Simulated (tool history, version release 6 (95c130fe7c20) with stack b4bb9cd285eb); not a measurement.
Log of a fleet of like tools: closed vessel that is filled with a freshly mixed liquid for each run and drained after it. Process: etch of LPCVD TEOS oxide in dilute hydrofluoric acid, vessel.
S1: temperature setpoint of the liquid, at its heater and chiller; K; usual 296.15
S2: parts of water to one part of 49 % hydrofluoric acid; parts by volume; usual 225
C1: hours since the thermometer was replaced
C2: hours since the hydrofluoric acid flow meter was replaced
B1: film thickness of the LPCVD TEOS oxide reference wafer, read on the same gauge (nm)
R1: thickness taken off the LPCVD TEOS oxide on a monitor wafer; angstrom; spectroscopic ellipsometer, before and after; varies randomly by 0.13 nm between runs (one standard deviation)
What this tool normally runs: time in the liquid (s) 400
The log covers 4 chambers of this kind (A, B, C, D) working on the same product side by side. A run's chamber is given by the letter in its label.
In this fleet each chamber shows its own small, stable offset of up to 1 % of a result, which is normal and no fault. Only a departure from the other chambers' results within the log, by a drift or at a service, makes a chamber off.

Run 1B, hour 6.0: usual settings; C1 1180.6; C2 400.8; B1 119.98. Result: R1 443.48 angstrom.
Run 2A, hour 9.9: usual settings; C1 832.0; C2 882.9; B1 119.98. Result: R1 447.26 angstrom.
Run 3C, hour 14.4: usual settings; C1 182.3; C2 1139.2; B1 119.97. Result: R1 446.90 angstrom.
Run 4D, hour 18.3: usual settings; C1 1035.6; C2 1653.6; B1 120.01. Result: R1 448.40 angstrom.
Run 5B, hour 22.2: usual settings but time in the liquid (s) 220; C1 1196.8; C2 417.0; B1 120.03. Result: R1 244.03 angstrom.
Run 6A, hour 27.5: usual settings but time in the liquid (s) 220; C1 849.6; C2 900.5; B1 120.03. Result: R1 245.24 angstrom.
Run 7D, hour 33.1: usual settings but time in the liquid (s) 220; C1 1050.4; C2 1668.4; B1 119.99. Result: R1 245.58 angstrom.
Run 8C, hour 38.4: usual settings but time in the liquid (s) 220; C1 206.3; C2 1163.2; B1 120.04. Result: R1 246.49 angstrom.
Run 9A, hour 44.1: usual settings; C1 866.2; C2 917.1; B1 120.03. Result: R1 444.48 angstrom.
At hour 47.4: chamber D: thermometer replaced.
Run 10C, hour 47.8: usual settings; C1 215.7; C2 1172.6; B1 120.02. Result: R1 450.83 angstrom.
Run 11D, hour 51.4: usual settings; C1 4.0; C2 1686.7; B1 119.98. Result: R1 450.44 angstrom.
Run 12B, hour 56.7: usual settings; C1 1231.3; C2 451.5; B1 120.00. Result: R1 442.05 angstrom.
Run 13A, hour 62.9: usual settings; C1 885.0; C2 935.9; B1 119.97. Result: R1 445.09 angstrom.
Run 14B, hour 68.6: usual settings; C1 1243.2; C2 463.4; B1 120.00. Result: R1 445.01 angstrom.
Run 15C, hour 72.6: usual settings; C1 240.5; C2 1197.4; B1 120.00. Result: R1 447.06 angstrom.
Run 16D, hour 75.5: usual settings but S1 292.65 K; C1 28.1; C2 1710.8; B1 120.00. Result: R1 393.98 angstrom.
Run 17D, hour 80.7: usual settings but S1 292.65 K; C1 33.3; C2 1716.0; B1 120.01. Result: R1 395.53 angstrom.
Run 18B, hour 84.1: usual settings but S1 292.65 K; C1 1258.7; C2 478.9; B1 120.05. Result: R1 389.23 angstrom.
Run 19C, hour 88.6: usual settings but S1 292.65 K; C1 256.5; C2 1213.4; B1 120.04. Result: R1 394.11 angstrom.
Run 20A, hour 94.2: usual settings; C1 916.3; C2 967.2; B1 120.06. Result: R1 446.06 angstrom.
Run 21A, hour 99.1: usual settings; C1 921.2; C2 972.1; B1 120.02. Result: R1 445.44 angstrom.
Run 22C, hour 103.3: usual settings; C1 271.2; C2 1228.1; B1 120.02. Result: R1 449.96 angstrom.
Run 23D, hour 108.7: usual settings; C1 61.3; C2 1744.0; B1 120.04. Result: R1 452.32 angstrom.
Run 24B, hour 115.2: usual settings; C1 1289.8; C2 510.0; B1 120.00. Result: R1 443.13 angstrom.
Run 25C, hour 121.0: usual settings; C1 288.9; C2 1245.8; B1 120.03. Result: R1 449.79 angstrom.
Run 26A, hour 126.5: usual settings; C1 948.6; C2 999.5; B1 119.98. Result: R1 447.40 angstrom.
Run 27D, hour 131.9: usual settings; C1 84.5; C2 1767.2; B1 119.99. Result: R1 456.19 angstrom.
Run 28B, hour 135.0: usual settings; C1 1309.6; C2 529.8; B1 120.07. Result: R1 444.11 angstrom.
Run 29C, hour 138.1: usual settings; C1 306.0; C2 1262.9; B1 120.03. Result: R1 449.51 angstrom.
Run 30A, hour 144.2: usual settings; C1 966.3; C2 1017.2; B1 120.01. Result: R1 449.35 angstrom.
Run 31B, hour 147.7: usual settings; C1 1322.3; C2 542.5; B1 120.05. Result: R1 443.01 angstrom.
Run 32D, hour 152.4: usual settings but time in the liquid (s) 205; C1 105.0; C2 1787.7; B1 120.01. Result: R1 234.25 angstrom.
Run 33C, hour 157.2: usual settings but time in the liquid (s) 205; C1 325.1; C2 1282.0; B1 119.98. Result: R1 229.26 angstrom.
Run 34D, hour 163.1: usual settings but time in the liquid (s) 205; C1 115.7; C2 1798.4; B1 119.97. Result: R1 234.81 angstrom.
Run 35A, hour 166.5: usual settings but time in the liquid (s) 205; C1 988.6; C2 1039.5; B1 119.97. Result: R1 229.32 angstrom.

Read the log: is a single chamber off, either drifting away or since a service, is the gauge that measures every chamber drifting, or is nothing wrong beyond small per-chamber offsets? Name any odd chamber and what most likely caused it.

Chamber D drifts away from the others.
Cause: hydrofluoric acid flow above the setpoint (%) = 1.46.

Here are 4 candidates for chamber D's next run, each the usual settings with a change, their results left as question marks. Which one brings its results back in line with what the others give on the usual settings?
In line means no further than this from the other chambers' mean on the usual settings: R1 4.70 angstrom
Run 36D-1, hour 171.2: usual settings but S2 215 parts by volume. Result: R1 ?.
Run 36D-2, hour 171.2: usual settings but S2 230 parts by volume, time in the liquid (s) 390. Result: R1 ?.
Run 36D-3, hour 171.2: usual settings but S2 230 parts by volume. Result: R1 ?.
Run 36D-4, hour 171.2: usual settings but S2 220 parts by volume. Result: R1 ?.

Mean of the other chambers on the usual settings: R1 446.27 angstrom
  run      R1
36D-1  483.50
36D-2  434.54
36D-3  445.68
36D-4  470.32
36D-3 is the one that brings the chamber's results back in line with the other chambers.

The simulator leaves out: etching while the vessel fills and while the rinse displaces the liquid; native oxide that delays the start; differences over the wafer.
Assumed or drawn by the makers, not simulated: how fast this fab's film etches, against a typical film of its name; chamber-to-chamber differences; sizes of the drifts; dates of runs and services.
